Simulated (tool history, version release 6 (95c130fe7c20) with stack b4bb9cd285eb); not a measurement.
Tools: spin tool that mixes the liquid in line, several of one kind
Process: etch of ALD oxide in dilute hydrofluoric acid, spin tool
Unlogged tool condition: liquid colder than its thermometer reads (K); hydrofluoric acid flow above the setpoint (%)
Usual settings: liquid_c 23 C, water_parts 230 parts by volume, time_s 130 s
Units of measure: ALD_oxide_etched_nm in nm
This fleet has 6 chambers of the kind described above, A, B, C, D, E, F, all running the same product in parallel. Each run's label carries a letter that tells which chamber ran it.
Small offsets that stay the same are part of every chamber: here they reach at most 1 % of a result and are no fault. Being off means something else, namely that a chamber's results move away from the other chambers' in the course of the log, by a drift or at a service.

run	hour	liquid_c	water_parts	time_s	hours since the thermometer was replaced	hours since the hydrofluoric acid flow meter was replaced	read-back film thickness of the ALD oxide reference wafer, read on the same gauge (nm)	ALD_oxide_etched_nm
1B	6.6	23	230	130	1116.7	690.9	69.979	13.802
2C	12.3	23	230	130	985	145.1	69.956	13.584
3F	15.5	23	230	130	578	587.9	69.966	13.869
4D	22.1	23	230	130	121.4	262.2	70.015	13.495
5E	28.5	23	230	130	750.7	477.4	70.023	13.747
6A	32.4	23	230	130	1521.1	39.9	70.001	13.636
7D	39.6	23	230	130	138.9	279.7	69.975	13.438
8A	44.3	23	230	130	1533	51.8	69.983	13.843
9F	50.4	23	230	130	612.9	622.8	69.973	13.62
10C	56.8	23	230	130	1029.5	189.6	70.032	13.469
11B	61.3	23	230	130	1171.4	745.6	70.002	13.626
12E	65.6	23	230	130	787.8	514.5	70.044	13.643
13D	71.2	23	230	130	170.5	311.3	70.036	13.571
14A	74.7	23	230	130	1563.4	82.2	69.983	13.751
15B	79	23	230	130	1189.1	763.3	70.014	13.578
16F	85.4	23	230	130	647.9	657.8	69.962	13.597
17E	91.4	23	230	130	813.6	540.3	69.975	13.64
18C	97.1	23	230	130	1069.8	229.9	70.007	13.561
19A	103.2	18.5	130	130	1591.9	110.7	70.028	22.279
20B	108.3	18.5	130	130	1218.4	792.6	70.03	22.754
21C	111.9	18.5	130	130	1084.6	244.7	70.001	22.135
22F	115.8	18.5	130	130	678.3	688.2	69.989	22.27
23D	121.6	18.5	130	130	220.9	361.7	69.976	22.267
24E	127	18.5	130	130	849.2	575.9	70.038	22.053
# hour 130.6: chamber F: hydrofluoric acid flow meter replaced
25F	131.9	23	230	130	694.4	1.3	69.973	13.617
26E	137.5	23	230	190	859.7	586.4	69.969	19.873
27C	144.3	23	230	190	1117	277.1	69.979	19.779
28A	148.3	23	230	190	1637	155.8	70.027	20.097
29B	152.2	23	230	190	1262.3	836.5	70.021	19.718
30D	155.4	23	230	190	254.7	395.5	70.009	19.826
31A	160.4	23	230	190	1649.1	167.9	69.999	20.246
32E	166.7	27	315	130	888.9	615.6	70.04	10.408
33F	172.1	27	315	130	734.6	41.5	69.989	10.652
# hour 175.6: chamber B: hydrofluoric acid flow meter replaced
34B	177	27	315	130	1287.1	1.5	70.001	10.397
35D	182.6	27	315	130	281.9	422.7	70.025	10.671
36C	186.5	27	315	130	1159.2	319.3	69.977	10.297
37C	191.9	27	315	130	1164.6	324.7	69.994	10.55
38E	195.4	23	230	130	917.6	644.3	70.019	13.491
39F	199.6	23	230	130	762.1	69	69.962	13.622
40D	206.8	23	230	130	306.1	446.9	69.973	13.582
41B	213.6	23	230	130	1323.7	38.1	69.968	13.709
42A	220.1	23	230	130	1708.8	227.6	69.973	13.755
43F	224.9	19.5	155	130	787.4	94.3	69.937	18.942

Does one chamber stand apart from the rest, does the shared gauge drift, or is all well apart from small per-chamber offsets? Give the chamber and the most likely cause, where there is one.

Nothing is wrong: each chamber keeps only its own small, steady offset and the gauge holds still.
